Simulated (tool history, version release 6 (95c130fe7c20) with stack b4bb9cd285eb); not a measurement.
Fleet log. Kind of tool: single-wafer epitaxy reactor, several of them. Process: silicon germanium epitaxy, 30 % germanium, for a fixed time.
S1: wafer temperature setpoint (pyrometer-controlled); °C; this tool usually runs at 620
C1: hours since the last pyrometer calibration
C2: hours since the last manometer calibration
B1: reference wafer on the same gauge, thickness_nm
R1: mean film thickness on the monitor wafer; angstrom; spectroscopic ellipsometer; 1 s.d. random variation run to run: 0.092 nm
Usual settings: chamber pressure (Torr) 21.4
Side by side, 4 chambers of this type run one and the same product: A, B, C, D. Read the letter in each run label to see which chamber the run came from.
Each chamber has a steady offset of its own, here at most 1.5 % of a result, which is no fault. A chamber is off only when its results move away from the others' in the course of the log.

run 1B hour=7.8 | S1=620 chamber_pressure_(Torr)=21.4 | C1=188.8 C2=1460.4 | B1=69.314 | R1=877.71
run 2D hour=18.6 | S1=620 chamber_pressure_(Torr)=21.4 | C1=2287.1 C2=983.5 | B1=69.319 | R1=859.23
run 3A hour=28.2 | S1=620 chamber_pressure_(Torr)=21.4 | C1=1385.1 C2=115.6 | B1=69.308 | R1=861.44
run 4C hour=41.4 | S1=620 chamber_pressure_(Torr)=21.4 | C1=168.3 C2=1759.3 | B1=69.333 | R1=859.13
run 5C hour=56.0 | S1=620 chamber_pressure_(Torr)=21.4 | C1=182.9 C2=1773.9 | B1=69.362 | R1=860.52
run 6B hour=69.4 | S1=620 chamber_pressure_(Torr)=24.3 | C1=250.4 C2=1522.0 | B1=69.350 | R1=924.89
run 7D hour=78.1 | S1=620 chamber_pressure_(Torr)=24.3 | C1=2346.6 C2=1043.0 | B1=69.360 | R1=904.48
run 8A hour=91.7 | S1=620 chamber_pressure_(Torr)=24.3 | C1=1448.6 C2=179.1 | B1=69.345 | R1=908.77
run 9B hour=106.7 | S1=620 chamber_pressure_(Torr)=24.3 | C1=287.7 C2=1559.3 | B1=69.359 | R1=924.98
run 10C hour=115.0 | S1=620 chamber_pressure_(Torr)=21.4 | C1=241.9 C2=1832.9 | B1=69.391 | R1=857.87
run 11A hour=122.9 | S1=620 chamber_pressure_(Torr)=21.4 | C1=1479.8 C2=210.3 | B1=69.397 | R1=865.57
run 12D hour=130.5 | S1=610 chamber_pressure_(Torr)=24.3 | C1=2399.0 C2=1095.4 | B1=69.391 | R1=756.09
run 13D hour=142.7 | S1=610 chamber_pressure_(Torr)=24.3 | C1=2411.2 C2=1107.6 | B1=69.385 | R1=755.97
run 14C hour=155.0 | S1=610 chamber_pressure_(Torr)=24.3 | C1=281.9 C2=1872.9 | B1=69.400 | R1=758.34
run 15B hour=169.9 | S1=610 chamber_pressure_(Torr)=24.3 | C1=350.9 C2=1622.5 | B1=69.428 | R1=777.90
run 16A hour=182.2 | S1=620 chamber_pressure_(Torr)=21.4 | C1=1539.1 C2=269.6 | B1=69.421 | R1=865.15
run 17C hour=196.2 | S1=620 chamber_pressure_(Torr)=21.4 | C1=323.1 C2=1914.1 | B1=69.434 | R1=859.92
run 18A hour=204.8 | S1=620 chamber_pressure_(Torr)=21.4 | C1=1561.7 C2=292.2 | B1=69.436 | R1=864.98
run 19D hour=212.1 | S1=620 chamber_pressure_(Torr)=21.4 | C1=2480.6 C2=1177.0 | B1=69.440 | R1=859.74
run 20B hour=223.9 | S1=620 chamber_pressure_(Torr)=21.4 | C1=404.9 C2=1676.5 | B1=69.454 | R1=877.65
run 21B hour=238.8 | S1=620 chamber_pressure_(Torr)=21.4 | C1=419.8 C2=1691.4 | B1=69.458 | R1=880.43
run 22A hour=250.3 | S1=634 chamber_pressure_(Torr)=21.4 | C1=1607.2 C2=337.7 | B1=69.480 | R1=1103.40
run 23C hour=257.5 | S1=634 chamber_pressure_(Torr)=21.4 | C1=384.4 C2=1975.4 | B1=69.497 | R1=1096.50
run 24D hour=264.7 | S1=634 chamber_pressure_(Torr)=21.4 | C1=2533.2 C2=1229.6 | B1=69.484 | R1=1097.80
run 25D hour=277.7 | S1=634 chamber_pressure_(Torr)=21.4 | C1=2546.2 C2=1242.6 | B1=69.499 | R1=1097.60
run 26A hour=289.0 | S1=620 chamber_pressure_(Torr)=21.4 | C1=1645.9 C2=376.4 | B1=69.503 | R1=866.39
-- hour=297.6 chamber D: pyrometer calibrated
run 27B hour=303.1 | S1=632 chamber_pressure_(Torr)=21.4 | C1=484.1 C2=1755.7 | B1=69.502 | R1=1081.60
run 28C hour=315.1 | S1=632 chamber_pressure_(Torr)=21.4 | C1=442.0 C2=2033.0 | B1=69.550 | R1=1060.20
run 29D hour=326.1 | S1=632 chamber_pressure_(Torr)=21.4 | C1=28.5 C2=1291.0 | B1=69.523 | R1=1062.60
run 30B hour=339.5 | S1=632 chamber_pressure_(Torr)=21.4 | C1=520.5 C2=1792.1 | B1=69.565 | R1=1081.60
run 31C hour=350.0 | S1=634 chamber_pressure_(Torr)=17.6 | C1=476.9 C2=2067.9 | B1=69.559 | R1=1014.30
run 32A hour=362.6 | S1=634 chamber_pressure_(Torr)=17.6 | C1=1719.5 C2=450.0 | B1=69.559 | R1=1023.10
run 33B hour=377.7 | S1=634 chamber_pressure_(Torr)=17.6 | C1=558.7 C2=1830.3 | B1=69.553 | R1=1032.00
run 34C hour=388.1 | S1=634 chamber_pressure_(Torr)=17.6 | C1=515.0 C2=2106.0 | B1=69.581 | R1=1013.00
run 35A hour=396.3 | S1=620 chamber_pressure_(Torr)=21.4 | C1=1753.2 C2=483.7 | B1=69.576 | R1=867.41
run 36D hour=408.9 | S1=620 chamber_pressure_(Torr)=21.4 | C1=111.3 C2=1373.8 | B1=69.592 | R1=862.07

The same settings go to every chamber for the next run, one line per chamber below. Forecast the results for each:
run 37A hour=420.2 | S1=620 chamber_pressure_(Torr)=16.6 | R1=?
run 37B hour=420.2 | S1=620 chamber_pressure_(Torr)=16.6 | R1=?
run 37C hour=420.2 | S1=620 chamber_pressure_(Torr)=16.6 | R1=?
run 37D hour=420.2 | S1=620 chamber_pressure_(Torr)=16.6 | R1=?

run=37A R1=784.31
run=37B R1=797.42
run=37C R1=779.37
run=37D R1=778.57
